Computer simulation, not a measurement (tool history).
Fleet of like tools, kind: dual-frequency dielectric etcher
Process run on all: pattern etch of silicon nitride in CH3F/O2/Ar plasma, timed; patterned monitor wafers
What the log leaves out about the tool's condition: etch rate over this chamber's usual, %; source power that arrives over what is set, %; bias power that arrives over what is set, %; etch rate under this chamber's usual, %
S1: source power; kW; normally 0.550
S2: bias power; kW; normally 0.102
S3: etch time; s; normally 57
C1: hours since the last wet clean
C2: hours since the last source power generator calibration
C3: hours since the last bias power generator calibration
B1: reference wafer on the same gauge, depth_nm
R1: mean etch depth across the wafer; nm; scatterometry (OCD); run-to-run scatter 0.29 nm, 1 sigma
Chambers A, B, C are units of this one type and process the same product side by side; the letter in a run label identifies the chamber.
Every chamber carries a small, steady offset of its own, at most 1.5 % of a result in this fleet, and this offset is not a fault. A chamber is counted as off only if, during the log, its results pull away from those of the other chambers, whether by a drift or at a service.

run	hour	S1	S2	S3	C1	C2	C3	B1	R1
1C	3.6	0.550	0.102	57	406.9	696.4	1296.1	51.952	50.708
2A	7.1	0.550	0.102	57	499.9	758.5	139.3	51.960	51.528
3B	11.9	0.550	0.102	57	295.8	2793.5	520.7	51.912	51.097
4C	16.0	0.550	0.102	57	419.3	708.8	1308.5	51.907	50.734
5B	19.4	0.550	0.102	57	303.3	2801.0	528.2	51.965	50.789
6A	21.8	0.550	0.102	57	514.6	773.2	154.0	51.986	51.633
7C	25.0	0.550	0.102	57	428.3	717.8	1317.5	51.905	50.505
8A	27.8	0.550	0.102	57	520.6	779.2	160.0	51.849	51.093
9B	30.6	0.550	0.102	57	314.5	2812.2	539.4	51.867	50.776
10C	33.3	0.550	0.102	57	436.6	726.1	1325.8	51.876	50.804
11A	37.4	0.550	0.102	57	530.2	788.8	169.6	51.976	50.978
# hour 41.3: chamber C: wet clean of the chamber
12B	41.6	0.550	0.102	57	325.5	2823.2	550.4	51.867	50.470
13C	45.7	0.550	0.102	57	4.5	738.5	1338.2	51.913	48.400
14A	48.1	0.550	0.102	57	540.9	799.5	180.3	51.837	51.931
15B	52.3	0.550	0.102	57	336.2	2833.9	561.1	51.887	50.935
16B	56.0	0.550	0.102	57	339.9	2837.6	564.8	51.871	50.811
# hour 58.6: chamber A: wet clean of the chamber
17A	59.2	0.550	0.102	57	0.6	810.6	191.4	51.892	51.141
18C	62.9	0.550	0.102	57	21.7	755.7	1355.4	51.900	47.807
19C	66.8	0.550	0.102	57	25.6	759.6	1359.3	51.925	48.515
20A	70.7	0.550	0.102	57	12.1	822.1	202.9	51.886	51.548
21B	73.3	0.550	0.102	57	357.2	2854.9	582.1	51.816	51.295
22C	76.2	0.550	0.102	57	35.0	769.0	1368.7	51.948	48.368
23A	79.1	0.550	0.102	57	20.5	830.5	211.3	51.906	51.430
24B	83.3	0.550	0.102	57	367.2	2864.9	592.1	51.955	51.151
25B	87.2	0.550	0.102	57	371.1	2868.8	596.0	51.812	51.262
26A	91.1	0.550	0.102	57	32.5	842.5	223.3	51.920	51.089
27C	95.2	0.550	0.102	57	54.0	788.0	1387.7	51.903	48.253
28B	99.8	0.550	0.102	57	383.7	2881.4	608.6	51.906	51.027
29A	102.2	0.550	0.102	57	43.6	853.6	234.4	51.825	51.613
30C	107.1	0.550	0.094	66	65.9	799.9	1399.6	51.863	54.025
31B	110.4	0.550	0.094	66	394.3	2892.0	619.2	51.833	57.591
32C	113.9	0.550	0.094	66	72.7	806.7	1406.4	52.004	54.408
33A	118.3	0.550	0.102	57	59.7	869.7	250.5	52.012	51.006

Is one chamber off against the others, does the gauge drift, or is nothing wrong? If a chamber is off, say which, and what the likeliest cause is.

After it was serviced, chamber C no longer matches the other chambers.
What lies behind it: etch rate under this chamber's usual, % = 4.97.

Here are 4 candidates for chamber C's next run, each the usual settings with a change, their results left as question marks. Which one brings its results back in line with what the others give on the usual settings?
In line here means within this much of the mean the other chambers give on the usual settings: R1 1.000 nm
34C-1	121.8	0.540	0.102	54					?
34C-2	121.8	0.550	0.077	57					?
34C-3	121.8	0.720	0.102	57					?
34C-4	121.8	0.560	0.103	60					?

Usual-settings mean across the other chambers: R1 51.237 nm
run	R1
34C-1	45.466
34C-2	43.841
34C-3	53.535
34C-4	51.398
The answer is 34C-4, which returns the chamber to within the allowed miss of the others.
